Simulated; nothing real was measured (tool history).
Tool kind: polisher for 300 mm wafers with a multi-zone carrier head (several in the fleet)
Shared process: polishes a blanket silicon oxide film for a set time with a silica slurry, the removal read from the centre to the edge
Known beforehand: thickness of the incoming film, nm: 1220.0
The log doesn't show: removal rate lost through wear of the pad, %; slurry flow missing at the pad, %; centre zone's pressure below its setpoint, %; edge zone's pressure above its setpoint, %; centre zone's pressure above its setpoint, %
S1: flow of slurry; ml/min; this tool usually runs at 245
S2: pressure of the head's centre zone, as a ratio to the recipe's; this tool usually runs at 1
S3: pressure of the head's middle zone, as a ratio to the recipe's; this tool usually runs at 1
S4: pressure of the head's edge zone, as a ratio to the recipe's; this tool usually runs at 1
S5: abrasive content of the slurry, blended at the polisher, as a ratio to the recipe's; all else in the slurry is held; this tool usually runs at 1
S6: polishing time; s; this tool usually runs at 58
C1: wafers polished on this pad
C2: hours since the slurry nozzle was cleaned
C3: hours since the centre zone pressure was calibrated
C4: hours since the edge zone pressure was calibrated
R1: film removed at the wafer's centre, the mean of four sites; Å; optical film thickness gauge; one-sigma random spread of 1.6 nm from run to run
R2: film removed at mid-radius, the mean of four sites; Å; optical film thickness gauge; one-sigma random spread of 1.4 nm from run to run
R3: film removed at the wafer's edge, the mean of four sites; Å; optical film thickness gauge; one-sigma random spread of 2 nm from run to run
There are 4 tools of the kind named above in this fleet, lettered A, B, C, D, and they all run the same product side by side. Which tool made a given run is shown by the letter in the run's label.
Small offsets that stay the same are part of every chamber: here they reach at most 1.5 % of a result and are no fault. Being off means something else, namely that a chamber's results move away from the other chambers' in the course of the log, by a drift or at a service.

-- hour=2.5 chamber B: worn pad replaced by a new one
-- hour=6.3 chamber B: centre zone pressure recalibrated
run 1D hour=9.1 | S1=245 S2=1 S3=1 S4=1 S5=1 S6=58 | C1=452 C2=209.6 C3=399.4 C4=1018.3 | R1=1695.8 R2=1766.9 R3=1747.1
run 2B hour=21.4 | S1=245 S2=1 S3=1 S4=1 S5=1 S6=58 | C1=230 C2=49.7 C3=15.2 C4=837.1 | R1=1710 R2=1745.9 R3=1784
-- hour=22.9 chamber C: worn pad replaced by a new one
run 3C hour=35 | S1=245 S2=1 S3=1 S4=1 S5=1 S6=58 | C1=148 C2=128.3 C3=536.3 C4=49.5 | R1=1742.5 R2=1725.6 R3=1742.8
-- hour=37.9 chamber A: worn pad replaced by a new one
run 4A hour=46.3 | S1=245 S2=1 S3=1 S4=1 S5=1 S6=58 | C1=102 C2=144 C3=656.7 C4=964.7 | R1=1779.6 R2=1745.8 R3=1755.6
run 5D hour=57 | S1=245 S2=1 S3=1 S4=1 S5=1 S6=58 | C1=1035 C2=257.5 C3=447.3 C4=1066.2 | R1=1706.8 R2=1772.4 R3=1711.1
-- hour=67.5 chamber D: worn pad replaced by a new one
run 6C hour=72 | S1=185 S2=1 S3=1 S4=1 S5=1 S6=39 | C1=598 C2=165.3 C3=573.3 C4=86.5 | R1=1125.6 R2=1128.4 R3=1155.8
run 7A hour=87.6 | S1=185 S2=1 S3=1 S4=1 S5=1 S6=39 | C1=604 C2=185.3 C3=698 C4=1006 | R1=1127.1 R2=1124.7 R3=1160
-- hour=89 chamber B: worn pad replaced by a new one
run 8B hour=95 | S1=185 S2=1 S3=1 S4=1 S5=1 S6=39 | C1=73 C2=123.3 C3=88.8 C4=910.7 | R1=1135.6 R2=1148.3 R3=1140.5
-- hour=96.4 chamber A: edge zone pressure recalibrated
run 9A hour=105.6 | S1=185 S2=1 S3=1 S4=1 S5=1 S6=39 | C1=823 C2=203.3 C3=716 C4=9.3 | R1=1122 R2=1135.4 R3=1137.4
run 10B hour=121 | S1=245 S2=1 S3=1 S4=1 S5=1 S6=58 | C1=390 C2=149.3 C3=114.8 C4=936.7 | R1=1763.8 R2=1746 R3=1735.5
-- hour=122.2 chamber B: edge zone pressure recalibrated
-- hour=129.6 chamber D: edge zone pressure recalibrated
run 11D hour=129.6 | S1=245 S2=1 S3=1 S4=1 S5=1 S6=58 | C1=755 C2=330.1 C3=519.9 C4=0 | R1=1762.9 R2=1733.3 R3=1757
-- hour=129.8 chamber C: worn pad replaced by a new one
run 12C hour=141.1 | S1=245 S2=1 S3=1 S4=1 S5=1 S6=58 | C1=137 C2=234.4 C3=642.4 C4=155.6 | R1=1782.9 R2=1743 R3=1778.9
-- hour=145 chamber A: worn pad replaced by a new one
run 13C hour=154.1 | S1=245 S2=1 S3=1 S4=0.92 S5=1 S6=58 | C1=295 C2=247.4 C3=655.4 C4=168.6 | R1=1762.7 R2=1733.9 R3=1679.7
-- hour=157.3 chamber D: worn pad replaced by a new one
run 14B hour=161.8 | S1=245 S2=1 S3=1 S4=0.92 S5=1 S6=58 | C1=886 C2=190.1 C3=155.6 C4=39.6 | R1=1746.8 R2=1755.9 R3=1660.7
run 15A hour=170.8 | S1=245 S2=1 S3=1 S4=0.92 S5=1 S6=58 | C1=314 C2=268.5 C3=781.2 C4=74.5 | R1=1741.5 R2=1750.7 R3=1671.4
-- hour=176.5 chamber B: worn pad replaced by a new one
-- hour=182.4 chamber B: slurry nozzle cleaned
run 16D hour=183.6 | S1=245 S2=1 S3=1 S4=0.92 S5=1 S6=58 | C1=320 C2=384.1 C3=573.9 C4=54 | R1=1713.9 R2=1770.3 R3=1663.8
run 17A hour=191.9 | S1=245 S2=0.89 S3=1 S4=1.04 S5=1 S6=58 | C1=571 C2=289.6 C3=802.3 C4=95.6 | R1=1541.5 R2=1760.9 R3=1818.8
run 18B hour=200.3 | S1=245 S2=0.89 S3=1 S4=1.04 S5=1 S6=58 | C1=290 C2=17.9 C3=194.1 C4=78.1 | R1=1548.1 R2=1717.2 R3=1777.2
run 19D hour=212.8 | S1=245 S2=0.89 S3=1 S4=1.04 S5=1 S6=58 | C1=675 C2=413.3 C3=603.1 C4=83.2 | R1=1529.9 R2=1743.9 R3=1756.9
run 20C hour=220.1 | S1=245 S2=0.89 S3=1 S4=1.04 S5=1 S6=58 | C1=1098 C2=313.4 C3=721.4 C4=234.6 | R1=1551.5 R2=1710 R3=1789
-- hour=225.2 chamber C: worn pad replaced by a new one
run 21C hour=233 | S1=245 S2=1 S3=1 S4=1 S5=1 S6=58 | C1=95 C2=326.3 C3=734.3 C4=247.5 | R1=1774.8 R2=1742.8 R3=1755.5
-- hour=241 chamber A: worn pad replaced by a new one
-- hour=243.8 chamber D: worn pad replaced by a new one
run 22B hour=247 | S1=245 S2=1 S3=1 S4=1 S5=1 S6=58 | C1=858 C2=64.6 C3=240.8 C4=124.8 | R1=1740.7 R2=1722.5 R3=1751.9
-- hour=255 chamber C: slurry nozzle cleaned
run 23D hour=257.1 | S1=245 S2=1 S3=1 S4=1 S5=1 S6=58 | C1=162 C2=457.6 C3=647.4 C4=127.5 | R1=1732.4 R2=1746.9 R3=1706.7
run 24A hour=265.3 | S1=245 S2=1 S3=1 S4=1 S5=1 S6=58 | C1=296 C2=363 C3=875.7 C4=169 | R1=1710.5 R2=1760.4 R3=1741.1
-- hour=267.3 chamber B: worn pad replaced by a new one
run 25D hour=272.5 | S1=245 S2=1 S3=1 S4=1 S5=1 S6=58 | C1=349 C2=473 C3=662.8 C4=142.9 | R1=1775.5 R2=1744.6 R3=1714.4
run 26B hour=282.4 | S1=245 S2=1 S3=1 S4=1 S5=1 S6=58 | C1=184 C2=100 C3=276.2 C4=160.2 | R1=1741.7 R2=1764.1 R3=1781.3
run 27A hour=295.8 | S1=245 S2=1 S3=1 S4=1 S5=1 S6=58 | C1=667 C2=393.5 C3=906.2 C4=199.5 | R1=1793.6 R2=1744.9 R3=1783.4
run 28C hour=304.3 | S1=245 S2=1 S3=1 S4=1 S5=1 S6=58 | C1=962 C2=49.3 C3=805.6 C4=318.8 | R1=1752.3 R2=1753.7 R3=1768.8
-- hour=305.4 chamber B: centre zone pressure recalibrated
run 29C hour=314 | S1=245 S2=1 S3=1 S4=1 S5=1 S6=58 | C1=1080 C2=59 C3=815.3 C4=328.5 | R1=1738.5 R2=1718.1 R3=1746.5
run 30D hour=323.7 | S1=245 S2=1 S3=1 S4=1 S5=1 S6=58 | C1=972 C2=524.2 C3=714 C4=194.1 | R1=1710.5 R2=1758.7 R3=1742.7
-- hour=324.3 chamber C: worn pad replaced by a new one
run 31A hour=336.7 | S1=245 S2=1 S3=1 S4=1 S5=1 S6=58 | C1=1164 C2=434.4 C3=947.1 C4=240.4 | R1=1750.1 R2=1751.8 R3=1791.4
-- hour=341 chamber D: worn pad replaced by a new one
-- hour=341.4 chamber A: worn pad replaced by a new one
-- hour=341.5 chamber D: centre zone pressure recalibrated
run 32B hour=347.9 | S1=245 S2=1 S3=1 S4=1 S5=1 S6=58 | C1=980 C2=165.5 C3=42.6 C4=225.7 | R1=1743.2 R2=1738.7 R3=1774.6
run 33D hour=355.1 | S1=245 S2=1 S3=1 S4=1 S5=1 S6=58 | C1=172 C2=555.6 C3=13.6 C4=225.5 | R1=1731.4 R2=1729.8 R3=1706.1
run 34A hour=364.4 | S1=245 S2=1 S3=1 S4=1 S5=1 S6=58 | C1=280 C2=462.1 C3=974.8 C4=268.1 | R1=1758.8 R2=1720.6 R3=1737.8
-- hour=366.3 chamber B: worn pad replaced by a new one
run 35B hour=375.5 | S1=245 S2=1 S3=1 S4=1 S5=1 S6=58 | C1=112 C2=193.1 C3=70.2 C4=253.3 | R1=1717.1 R2=1762.3 R3=1784.3
run 36C hour=385 | S1=245 S2=1 S3=1 S4=1 S5=1 S6=58 | C1=738 C2=130 C3=886.3 C4=399.5 | R1=1748.6 R2=1756.7 R3=1766.8
run 37A hour=397.6 | S1=245 S2=1 S3=1 S4=1 S5=1 S6=58 | C1=684 C2=495.3 C3=1008 C4=301.3 | R1=1723.6 R2=1743.2 R3=1761.9
run 38C hour=410.6 | S1=245 S2=1 S3=1 S4=1 S5=1 S6=58 | C1=1050 C2=155.6 C3=911.9 C4=425.1 | R1=1762.7 R2=1738.6 R3=1724.8
run 39D hour=417.7 | S1=245 S2=1 S3=1 S4=1 S5=1 S6=58 | C1=933 C2=618.2 C3=76.2 C4=288.1 | R1=1733.9 R2=1716.6 R3=1782
-- hour=418.3 chamber A: slurry nozzle cleaned
-- hour=422.6 chamber B: slurry nozzle cleaned
-- hour=423.8 chamber C: worn pad replaced by a new one
run 40B hour=431.1 | S1=245 S2=1 S3=1 S4=1 S5=1 S6=58 | C1=789 C2=8.6 C3=125.8 C4=308.9 | R1=1724.9 R2=1771.3 R3=1721.7
-- hour=436.6 chamber D: worn pad replaced by a new one
-- hour=437.1 chamber A: worn pad replaced by a new one
run 41A hour=439.2 | S1=245 S2=1 S3=1 S4=1 S5=1 S6=58 | C1=26 C2=21 C3=1049.6 C4=342.9 | R1=1732 R2=1743.9 R3=1769.9
run 42C hour=449.3 | S1=245 S2=1 S3=1 S4=1 S5=1 S6=58 | C1=310 C2=194.3 C3=950.6 C4=463.8 | R1=1759.8 R2=1735.2 R3=1768.4
-- hour=450.3 chamber B: worn pad replaced by a new one
run 43B hour=458.1 | S1=245 S2=1 S3=1 S4=1 S5=1 S6=58 | C1=95 C2=35.6 C3=152.8 C4=335.9 | R1=1753.7 R2=1735.5 R3=1757.8
run 44D hour=469.1 | S1=245 S2=1 S3=1 S4=1 S5=1 S6=58 | C1=396 C2=669.6 C3=127.6 C4=339.5 | R1=1710.6 R2=1736.8 R3=1721.9

All 4 chambers run these settings next. Forecast each chamber's results:
run 45A hour=480.9 | S1=245 S2=1 S3=1 S4=1 S5=1 S6=58 | R1=? R2=? R3=?
run 45B hour=480.9 | S1=245 S2=1 S3=1 S4=1 S5=1 S6=58 | R1=? R2=? R3=?
run 45C hour=480.9 | S1=245 S2=1 S3=1 S4=1 S5=1 S6=58 | R1=? R2=? R3=?
run 45D hour=480.9 | S1=245 S2=1 S3=1 S4=1 S5=1 S6=58 | R1=? R2=? R3=?

run=45A R1=1769.4 R2=1741.8 R3=1800.9
run=45B R1=1771.4 R2=1771.3 R3=1751.1
run=45C R1=1745.3 R2=1766.4 R3=1713.6
run=45D R1=1705.3 R2=1760.9 R3=1757.6

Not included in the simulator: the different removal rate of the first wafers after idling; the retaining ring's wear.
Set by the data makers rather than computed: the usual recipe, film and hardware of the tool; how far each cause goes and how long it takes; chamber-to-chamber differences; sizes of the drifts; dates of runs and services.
